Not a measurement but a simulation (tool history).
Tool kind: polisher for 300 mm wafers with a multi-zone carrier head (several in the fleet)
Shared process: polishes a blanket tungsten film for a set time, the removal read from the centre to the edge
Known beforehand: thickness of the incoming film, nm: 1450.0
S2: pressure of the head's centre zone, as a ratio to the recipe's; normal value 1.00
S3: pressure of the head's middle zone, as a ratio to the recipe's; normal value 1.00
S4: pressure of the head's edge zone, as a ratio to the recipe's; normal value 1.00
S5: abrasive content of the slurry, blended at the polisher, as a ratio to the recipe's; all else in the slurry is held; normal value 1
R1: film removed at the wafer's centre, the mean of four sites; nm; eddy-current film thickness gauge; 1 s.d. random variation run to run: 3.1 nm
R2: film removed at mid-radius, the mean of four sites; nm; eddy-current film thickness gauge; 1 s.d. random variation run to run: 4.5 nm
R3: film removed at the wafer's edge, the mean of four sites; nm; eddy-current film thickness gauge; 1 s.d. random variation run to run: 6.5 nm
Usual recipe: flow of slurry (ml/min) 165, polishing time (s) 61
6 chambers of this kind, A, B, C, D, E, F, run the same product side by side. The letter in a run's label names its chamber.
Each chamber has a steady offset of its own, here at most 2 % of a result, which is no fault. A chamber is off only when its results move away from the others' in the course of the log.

At hour 6.4: chamber F: worn pad replaced by a new one.
Run 1F, hour 6.9: usual settings. Result: R1 475.86 nm, R2 475.43 nm, R3 471.97 nm.
At hour 12.3: chamber B: worn pad replaced by a new one.
At hour 13.6: chamber A: edge zone pressure recalibrated.
Run 2D, hour 16.4: usual settings. Result: R1 473.71 nm, R2 487.44 nm, R3 471.64 nm.
Run 3A, hour 25.5: usual settings. Result: R1 470.59 nm, R2 472.82 nm, R3 468.31 nm.
Run 4B, hour 33.0: usual settings. Result: R1 478.35 nm, R2 471.48 nm, R3 470.62 nm.
Run 5E, hour 38.5: usual settings. Result: R1 472.84 nm, R2 484.24 nm, R3 485.12 nm.
At hour 41.5: chamber E: worn pad replaced by a new one.
At hour 42.6: chamber C: worn pad replaced by a new one.
Run 6C, hour 44.3: usual settings. Result: R1 471.17 nm, R2 471.14 nm, R3 473.83 nm.
At hour 44.9: chamber E: edge zone pressure recalibrated.
Run 7A, hour 55.5: usual settings. Result: R1 474.07 nm, R2 476.24 nm, R3 476.13 nm.
At hour 60.2: chamber A: worn pad replaced by a new one.
Run 8C, hour 66.8: usual settings. Result: R1 476.87 nm, R2 471.94 nm, R3 469.82 nm.
At hour 68.6: chamber F: worn pad replaced by a new one.
At hour 69.0: chamber D: worn pad replaced by a new one.
Run 9D, hour 74.8: usual settings but S3 0.89. Result: R1 473.15 nm, R2 431.98 nm, R3 480.22 nm.
Run 10F, hour 81.5: usual settings but S3 0.89. Result: R1 480.59 nm, R2 430.56 nm, R3 481.28 nm.
Run 11E, hour 91.1: usual settings but S3 0.89. Result: R1 475.09 nm, R2 425.43 nm, R3 479.23 nm.
At hour 93.3: chamber D: slurry nozzle cleaned.
Run 12B, hour 101.2: usual settings but S3 0.89. Result: R1 478.17 nm, R2 420.04 nm, R3 475.38 nm.
At hour 108.6: chamber B: worn pad replaced by a new one.
Run 13D, hour 111.8: usual settings but S3 0.89. Result: R1 473.14 nm, R2 435.20 nm, R3 472.19 nm.
At hour 112.3: chamber C: worn pad replaced by a new one.
Run 14C, hour 122.6: usual settings but S3 0.89. Result: R1 466.33 nm, R2 424.42 nm, R3 462.69 nm.
At hour 128.3: chamber F: worn pad replaced by a new one.
Run 15F, hour 130.9: usual settings. Result: R1 478.20 nm, R2 479.40 nm, R3 482.64 nm.
Run 16E, hour 142.1: usual settings. Result: R1 476.29 nm, R2 473.65 nm, R3 474.08 nm.
Run 17A, hour 148.8: usual settings. Result: R1 474.19 nm, R2 481.51 nm, R3 480.05 nm.
At hour 154.4: chamber D: worn pad replaced by a new one.
At hour 157.0: chamber E: worn pad replaced by a new one.
Run 18B, hour 158.6: usual settings. Result: R1 483.15 nm, R2 470.16 nm, R3 464.34 nm.
Run 19A, hour 164.5: usual settings but S2 0.95. Result: R1 447.85 nm, R2 478.54 nm, R3 477.66 nm.
Run 20C, hour 173.0: usual settings but S2 0.95. Result: R1 442.71 nm, R2 469.10 nm, R3 469.52 nm.
At hour 178.9: chamber A: worn pad replaced by a new one.
Run 21B, hour 184.5: usual settings but S2 0.95. Result: R1 456.70 nm, R2 466.91 nm, R3 476.53 nm.
At hour 184.6: chamber B: worn pad replaced by a new one.
At hour 186.7: chamber C: worn pad replaced by a new one.
Run 22D, hour 195.3: usual settings but S2 0.95. Result: R1 447.95 nm, R2 482.25 nm, R3 467.81 nm.
At hour 196.1: chamber A: slurry nozzle cleaned.
At hour 198.2: chamber C: slurry nozzle cleaned.
Run 23E, hour 202.3: usual settings but S2 0.95. Result: R1 453.93 nm, R2 472.34 nm, R3 479.34 nm.
At hour 204.2: chamber F: worn pad replaced by a new one.
At hour 208.7: chamber B: centre zone pressure recalibrated.
Run 24F, hour 209.1: usual settings but S2 0.95. Result: R1 448.94 nm, R2 472.81 nm, R3 484.21 nm.
Run 25F, hour 217.7: usual settings but S4 1.07. Result: R1 479.33 nm, R2 481.28 nm, R3 498.63 nm.
At hour 223.1: chamber D: worn pad replaced by a new one.
Run 26A, hour 224.0: usual settings but S4 1.07. Result: R1 471.99 nm, R2 467.72 nm, R3 490.81 nm.
Run 27C, hour 232.5: usual settings but S4 1.07. Result: R1 476.60 nm, R2 472.41 nm, R3 482.37 nm.
Run 28E, hour 240.8: usual settings but S4 1.07. Result: R1 482.76 nm, R2 486.38 nm, R3 483.71 nm.
Run 29B, hour 247.9: usual settings but S4 1.07. Result: R1 479.07 nm, R2 473.41 nm, R3 490.57 nm.
At hour 253.5: chamber E: slurry nozzle cleaned.
Run 30D, hour 258.7: usual settings but S4 1.07. Result: R1 474.37 nm, R2 482.92 nm, R3 496.17 nm.
At hour 265.9: chamber E: worn pad replaced by a new one.
At hour 266.8: chamber C: worn pad replaced by a new one.
Run 31D, hour 267.7: usual settings. Result: R1 473.33 nm, R2 485.85 nm, R3 471.40 nm.
At hour 272.2: chamber F: worn pad replaced by a new one.
Run 32F, hour 276.3: usual settings. Result: R1 475.42 nm, R2 468.19 nm, R3 482.17 nm.
At hour 278.2: chamber B: worn pad replaced by a new one.
Run 33E, hour 281.8: usual settings. Result: R1 478.68 nm, R2 472.87 nm, R3 486.06 nm.
At hour 284.4: chamber A: worn pad replaced by a new one.
Run 34A, hour 287.0: usual settings. Result: R1 475.09 nm, R2 480.08 nm, R3 460.17 nm.
Run 35B, hour 292.6: usual settings. Result: R1 476.03 nm, R2 472.95 nm, R3 466.49 nm.
At hour 295.1: chamber D: worn pad replaced by a new one.
Run 36C, hour 300.4: usual settings. Result: R1 472.23 nm, R2 469.02 nm, R3 472.06 nm.
At hour 307.6: chamber F: slurry nozzle cleaned.
At hour 309.0: chamber F: centre zone pressure recalibrated.
Run 37A, hour 309.9: usual settings. Result: R1 467.36 nm, R2 477.63 nm, R3 469.54 nm.
Run 38B, hour 321.3: usual settings but flow of slurry (ml/min) 105, S2 1.07. Result: R1 463.58 nm, R2 430.75 nm, R3 443.90 nm.
Run 39F, hour 330.5: usual settings but flow of slurry (ml/min) 105, S2 1.07. Result: R1 459.93 nm, R2 431.08 nm, R3 440.57 nm.
Run 40C, hour 342.2: usual settings but flow of slurry (ml/min) 105, S2 1.07. Result: R1 456.30 nm, R2 422.51 nm, R3 444.80 nm.
Run 41D, hour 347.7: usual settings but flow of slurry (ml/min) 105, S2 1.07. Result: R1 453.70 nm, R2 439.21 nm, R3 441.55 nm.

Each of the 6 chambers runs these same settings next. Fill in every chamber's results:
Run 42A, hour 356.1: usual settings. Result: R1 ?, R2 ?, R3 ?.
Run 42B, hour 356.1: usual settings. Result: R1 ?, R2 ?, R3 ?.
Run 42C, hour 356.1: usual settings. Result: R1 ?, R2 ?, R3 ?.
Run 42D, hour 356.1: usual settings. Result: R1 ?, R2 ?, R3 ?.
Run 42E, hour 356.1: usual settings. Result: R1 ?, R2 ?, R3 ?.
Run 42F, hour 356.1: usual settings. Result: R1 ?, R2 ?, R3 ?.

run      R1      R2      R3
42A  472.64  475.10  471.11
42B  475.98  480.85  463.75
42C  465.91  466.23  466.87
42D  470.11  494.52  469.17
42E  478.69  475.62  470.17
42F  479.00  480.98  469.79
